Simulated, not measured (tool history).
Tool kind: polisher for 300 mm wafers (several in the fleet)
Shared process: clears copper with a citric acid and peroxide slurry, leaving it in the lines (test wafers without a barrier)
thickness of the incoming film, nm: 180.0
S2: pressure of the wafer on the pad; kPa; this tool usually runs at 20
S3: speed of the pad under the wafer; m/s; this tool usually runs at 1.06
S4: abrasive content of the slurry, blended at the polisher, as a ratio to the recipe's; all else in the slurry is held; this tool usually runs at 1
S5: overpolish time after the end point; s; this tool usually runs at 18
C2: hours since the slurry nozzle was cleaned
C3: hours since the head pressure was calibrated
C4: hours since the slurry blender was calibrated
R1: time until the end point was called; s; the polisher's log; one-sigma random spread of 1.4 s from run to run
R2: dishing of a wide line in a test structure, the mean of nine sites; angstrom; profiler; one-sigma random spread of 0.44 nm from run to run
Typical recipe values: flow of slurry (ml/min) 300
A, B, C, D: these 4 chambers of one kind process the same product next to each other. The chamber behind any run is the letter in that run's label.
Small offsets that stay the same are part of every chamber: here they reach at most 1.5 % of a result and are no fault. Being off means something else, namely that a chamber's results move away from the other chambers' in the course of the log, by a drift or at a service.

{"run": "1B", "hour": 14.6, "flow of slurry (ml/min)": 300, "S2": 20, "S3": 1.06, "S4": 1, "S5": 18, "wafers polished on this pad": 674, "C2": 223.9, "C3": 174.6, "C4": 179.8, "R1": 82.192, "R2": 268.36}
{"run": "2C", "hour": 24.1, "flow of slurry (ml/min)": 300, "S2": 20, "S3": 1.06, "S4": 1, "S5": 18, "wafers polished on this pad": 244, "C2": 67.2, "C3": 688.2, "C4": 83, "R1": 78.103, "R2": 270.05}
{"hour": 37.3, "done": "chamber D: worn pad replaced by a new one"}
{"run": "3D", "hour": 38.3, "flow of slurry (ml/min)": 300, "S2": 20, "S3": 1.06, "S4": 1, "S5": 18, "wafers polished on this pad": 6, "C2": 524.8, "C3": 786.4, "C4": 309.4, "R1": 84.704, "R2": 260.15}
{"run": "4A", "hour": 51.9, "flow of slurry (ml/min)": 300, "S2": 20, "S3": 1.06, "S4": 1, "S5": 18, "wafers polished on this pad": 634, "C2": 182.2, "C3": 853.8, "C4": 111.2, "R1": 79.473, "R2": 269.59}
{"hour": 56.1, "done": "chamber D: slurry blender recalibrated"}
{"run": "5D", "hour": 67.4, "flow of slurry (ml/min)": 300, "S2": 20, "S3": 1.06, "S4": 1, "S5": 18, "wafers polished on this pad": 176, "C2": 553.9, "C3": 815.5, "C4": 11.3, "R1": 79.982, "R2": 266.25}
{"run": "6A", "hour": 76.2, "flow of slurry (ml/min)": 300, "S2": 20, "S3": 1.06, "S4": 1, "S5": 18, "wafers polished on this pad": 776, "C2": 206.5, "C3": 878.1, "C4": 135.5, "R1": 82.814, "R2": 270.33}
{"run": "7B", "hour": 89.4, "flow of slurry (ml/min)": 300, "S2": 20, "S3": 1.06, "S4": 1, "S5": 18, "wafers polished on this pad": 1111, "C2": 298.7, "C3": 249.4, "C4": 254.6, "R1": 84.449, "R2": 271.27}
{"hour": 95.7, "done": "chamber B: worn pad replaced by a new one"}
{"run": "8C", "hour": 99.0, "flow of slurry (ml/min)": 300, "S2": 20, "S3": 1.06, "S4": 1, "S5": 18, "wafers polished on this pad": 682, "C2": 142.1, "C3": 763.1, "C4": 157.9, "R1": 82.35, "R2": 271.31}
{"run": "9A", "hour": 109.6, "flow of slurry (ml/min)": 300, "S2": 20, "S3": 1.06, "S4": 1.25, "S5": 18, "wafers polished on this pad": 971, "C2": 239.9, "C3": 911.5, "C4": 168.9, "R1": 77.753, "R2": 282.49}
{"hour": 115.2, "done": "chamber B: slurry nozzle cleaned"}
{"run": "10B", "hour": 123.1, "flow of slurry (ml/min)": 300, "S2": 20, "S3": 1.06, "S4": 1.25, "S5": 18, "wafers polished on this pad": 160, "C2": 8, "C3": 283.1, "C4": 288.3, "R1": 76.717, "R2": 277.82}
{"run": "11D", "hour": 133.0, "flow of slurry (ml/min)": 300, "S2": 20, "S3": 1.06, "S4": 1.25, "S5": 18, "wafers polished on this pad": 560, "C2": 619.5, "C3": 881.1, "C4": 76.9, "R1": 78.701, "R2": 272.25}
{"hour": 137.7, "done": "chamber C: worn pad replaced by a new one"}
{"run": "12C", "hour": 140.0, "flow of slurry (ml/min)": 300, "S2": 20, "S3": 1.06, "S4": 1.25, "S5": 18, "wafers polished on this pad": 13, "C2": 183.1, "C3": 804.1, "C4": 198.9, "R1": 77.338, "R2": 293.8}
{"run": "13C", "hour": 149.7, "flow of slurry (ml/min)": 300, "S2": 20, "S3": 0.72, "S4": 0.75, "S5": 18, "wafers polished on this pad": 70, "C2": 192.8, "C3": 813.8, "C4": 208.6, "R1": 124.87, "R2": 183.59}
{"run": "14D", "hour": 165.2, "flow of slurry (ml/min)": 300, "S2": 20, "S3": 0.72, "S4": 0.75, "S5": 18, "wafers polished on this pad": 748, "C2": 651.7, "C3": 913.3, "C4": 109.1, "R1": 130.35, "R2": 184.99}
{"hour": 176.8, "done": "chamber A: slurry nozzle cleaned"}
{"run": "15B", "hour": 178.1, "flow of slurry (ml/min)": 300, "S2": 20, "S3": 0.72, "S4": 0.75, "S5": 18, "wafers polished on this pad": 482, "C2": 63, "C3": 338.1, "C4": 343.3, "R1": 127.95, "R2": 186.88}
{"run": "16A", "hour": 192.5, "flow of slurry (ml/min)": 300, "S2": 20, "S3": 0.72, "S4": 0.75, "S5": 18, "wafers polished on this pad": 1456, "C2": 15.8, "C3": 994.4, "C4": 251.8, "R1": 134.57, "R2": 178.51}
{"hour": 194.0, "done": "chamber D: worn pad replaced by a new one"}
{"run": "17D", "hour": 199.3, "flow of slurry (ml/min)": 300, "S2": 20, "S3": 1.06, "S4": 1, "S5": 18, "wafers polished on this pad": 31, "C2": 685.8, "C3": 947.4, "C4": 143.2, "R1": 81.077, "R2": 265.51}
{"run": "18B", "hour": 208.4, "flow of slurry (ml/min)": 300, "S2": 20, "S3": 0.8, "S4": 1.2, "S5": 18, "wafers polished on this pad": 659, "C2": 93.3, "C3": 368.4, "C4": 373.6, "R1": 103.04, "R2": 227.8}
{"run": "19A", "hour": 220.8, "flow of slurry (ml/min)": 300, "S2": 20, "S3": 0.8, "S4": 1.2, "S5": 18, "wafers polished on this pad": 1622, "C2": 44.1, "C3": 1022.7, "C4": 280.1, "R1": 106.52, "R2": 209}
{"run": "20C", "hour": 231.6, "flow of slurry (ml/min)": 300, "S2": 20, "S3": 0.8, "S4": 1.2, "S5": 18, "wafers polished on this pad": 549, "C2": 274.7, "C3": 895.7, "C4": 290.5, "R1": 101.12, "R2": 221.15}
{"hour": 231.8, "done": "chamber C: slurry blender recalibrated"}
{"run": "21C", "hour": 243.9, "flow of slurry (ml/min)": 300, "S2": 20, "S3": 0.8, "S4": 1.2, "S5": 18, "wafers polished on this pad": 621, "C2": 287, "C3": 908, "C4": 12.1, "R1": 103.84, "R2": 225.82}
{"hour": 244.5, "done": "chamber A: slurry blender recalibrated"}
{"run": "22B", "hour": 251.0, "flow of slurry (ml/min)": 300, "S2": 20, "S3": 1.06, "S4": 1, "S5": 18, "wafers polished on this pad": 908, "C2": 135.9, "C3": 411, "C4": 416.2, "R1": 81.248, "R2": 261.41}
{"run": "23D", "hour": 260.0, "flow of slurry (ml/min)": 300, "S2": 20, "S3": 1.06, "S4": 1, "S5": 18, "wafers polished on this pad": 386, "C2": 746.5, "C3": 1008.1, "C4": 203.9, "R1": 83.304, "R2": 263.42}
{"run": "24A", "hour": 271.4, "flow of slurry (ml/min)": 300, "S2": 20, "S3": 1.06, "S4": 1, "S5": 18, "wafers polished on this pad": 1918, "C2": 94.7, "C3": 1073.3, "C4": 26.9, "R1": 87.451, "R2": 254.62}
{"hour": 275.5, "done": "chamber B: worn pad replaced by a new one"}
{"run": "25A", "hour": 279.3, "flow of slurry (ml/min)": 300, "S2": 20, "S3": 1.06, "S4": 1, "S5": 18, "wafers polished on this pad": 1964, "C2": 102.6, "C3": 1081.2, "C4": 34.8, "R1": 86.164, "R2": 258.51}
{"hour": 282.4, "done": "chamber B: slurry blender recalibrated"}
{"run": "26C", "hour": 293.5, "flow of slurry (ml/min)": 300, "S2": 20, "S3": 1.06, "S4": 1, "S5": 18, "wafers polished on this pad": 911, "C2": 336.6, "C3": 957.6, "C4": 61.7, "R1": 82.787, "R2": 276.59}
{"run": "27B", "hour": 306.4, "flow of slurry (ml/min)": 300, "S2": 20, "S3": 1.06, "S4": 1, "S5": 18, "wafers polished on this pad": 180, "C2": 191.3, "C3": 466.4, "C4": 24.1, "R1": 80.131, "R2": 263.77}
{"hour": 311.2, "done": "chamber C: worn pad replaced by a new one"}
{"run": "28D", "hour": 321.7, "flow of slurry (ml/min)": 300, "S2": 20, "S3": 1.06, "S4": 1, "S5": 18, "wafers polished on this pad": 747, "C2": 808.2, "C3": 1069.8, "C4": 265.6, "R1": 80.616, "R2": 268.69}
{"run": "29D", "hour": 332.1, "flow of slurry (ml/min)": 300, "S2": 20, "S3": 1.06, "S4": 1, "S5": 18, "wafers polished on this pad": 808, "C2": 818.6, "C3": 1080.2, "C4": 276, "R1": 82.652, "R2": 275.6}
{"run": "30C", "hour": 345.3, "flow of slurry (ml/min)": 300, "S2": 20, "S3": 1.06, "S4": 1, "S5": 18, "wafers polished on this pad": 199, "C2": 388.4, "C3": 1009.4, "C4": 113.5, "R1": 82.533, "R2": 266.59}
{"run": "31A", "hour": 354.3, "flow of slurry (ml/min)": 300, "S2": 20, "S3": 1.2, "S4": 1, "S5": 18, "wafers polished on this pad": 2403, "C2": 177.6, "C3": 1156.2, "C4": 109.8, "R1": 78.044, "R2": 276.46}
{"run": "32B", "hour": 367.9, "flow of slurry (ml/min)": 300, "S2": 20, "S3": 1.2, "S4": 1, "S5": 18, "wafers polished on this pad": 540, "C2": 252.8, "C3": 527.9, "C4": 85.6, "R1": 73.283, "R2": 296}
{"run": "33A", "hour": 380.1, "flow of slurry (ml/min)": 300, "S2": 20, "S3": 1.2, "S4": 1, "S5": 18, "wafers polished on this pad": 2554, "C2": 203.4, "C3": 1182, "C4": 135.6, "R1": 80.332, "R2": 272.05}
{"hour": 382.7, "done": "chamber D: worn pad replaced by a new one"}
{"run": "34D", "hour": 395.7, "flow of slurry (ml/min)": 300, "S2": 20, "S3": 1.2, "S4": 1, "S5": 18, "wafers polished on this pad": 76, "C2": 882.2, "C3": 1143.8, "C4": 339.6, "R1": 73.16, "R2": 298.97}
{"run": "35C", "hour": 402.9, "flow of slurry (ml/min)": 300, "S2": 20, "S3": 1.06, "S4": 1, "S5": 18, "wafers polished on this pad": 536, "C2": 446, "C3": 1067, "C4": 171.1, "R1": 79.736, "R2": 274.37}

Does one chamber stand apart from the rest, does the shared gauge drift, or is all well apart from small per-chamber offsets? Give the chamber and the most likely cause, where there is one.

Little by little, chamber A moves away from the other chambers.
What lies behind it: removal rate lost through wear of the pad, % = 11.1.
With only this log, it may be confused with: head's pressure below its setpoint, %.

Chamber A could run next with any of the 4 candidate recipes listed below; each alters the usual settings, and their results appear as question marks. Which one brings its results back in line with what the other chambers deliver on the usual settings?
Maximum distance from the other chambers' mean on the usual settings for a result to count as in line: R1 5 s; R2 15 angstrom
{"run": "36A-1", "hour": 414.1, "flow of slurry (ml/min)": 300, "S2": 20.7, "S3": 1.12, "S4": 1, "S5": 18, "R1": "?", "R2": "?"}
{"run": "36A-2", "hour": 414.1, "flow of slurry (ml/min)": 305, "S2": 22.1, "S3": 1.18, "S4": 1, "S5": 18, "R1": "?", "R2": "?"}
{"run": "36A-3", "hour": 414.1, "flow of slurry (ml/min)": 300, "S2": 19.3, "S3": 1, "S4": 1, "S5": 18, "R1": "?", "R2": "?"}
{"run": "36A-4", "hour": 414.1, "flow of slurry (ml/min)": 295, "S2": 17.9, "S3": 0.94, "S4": 1, "S5": 18, "R1": "?", "R2": "?"}

Usual-settings mean across the other chambers: R1 82.267 s; R2 267.25 angstrom
run=36A-1 R1=84.628 R2=259.25
run=36A-2 R1=75.487 R2=286.15
run=36A-3 R1=100.87 R2=222.48
run=36A-4 R1=115.07 R2=197.76
It is 36A-1 that realigns the chamber with its peers.
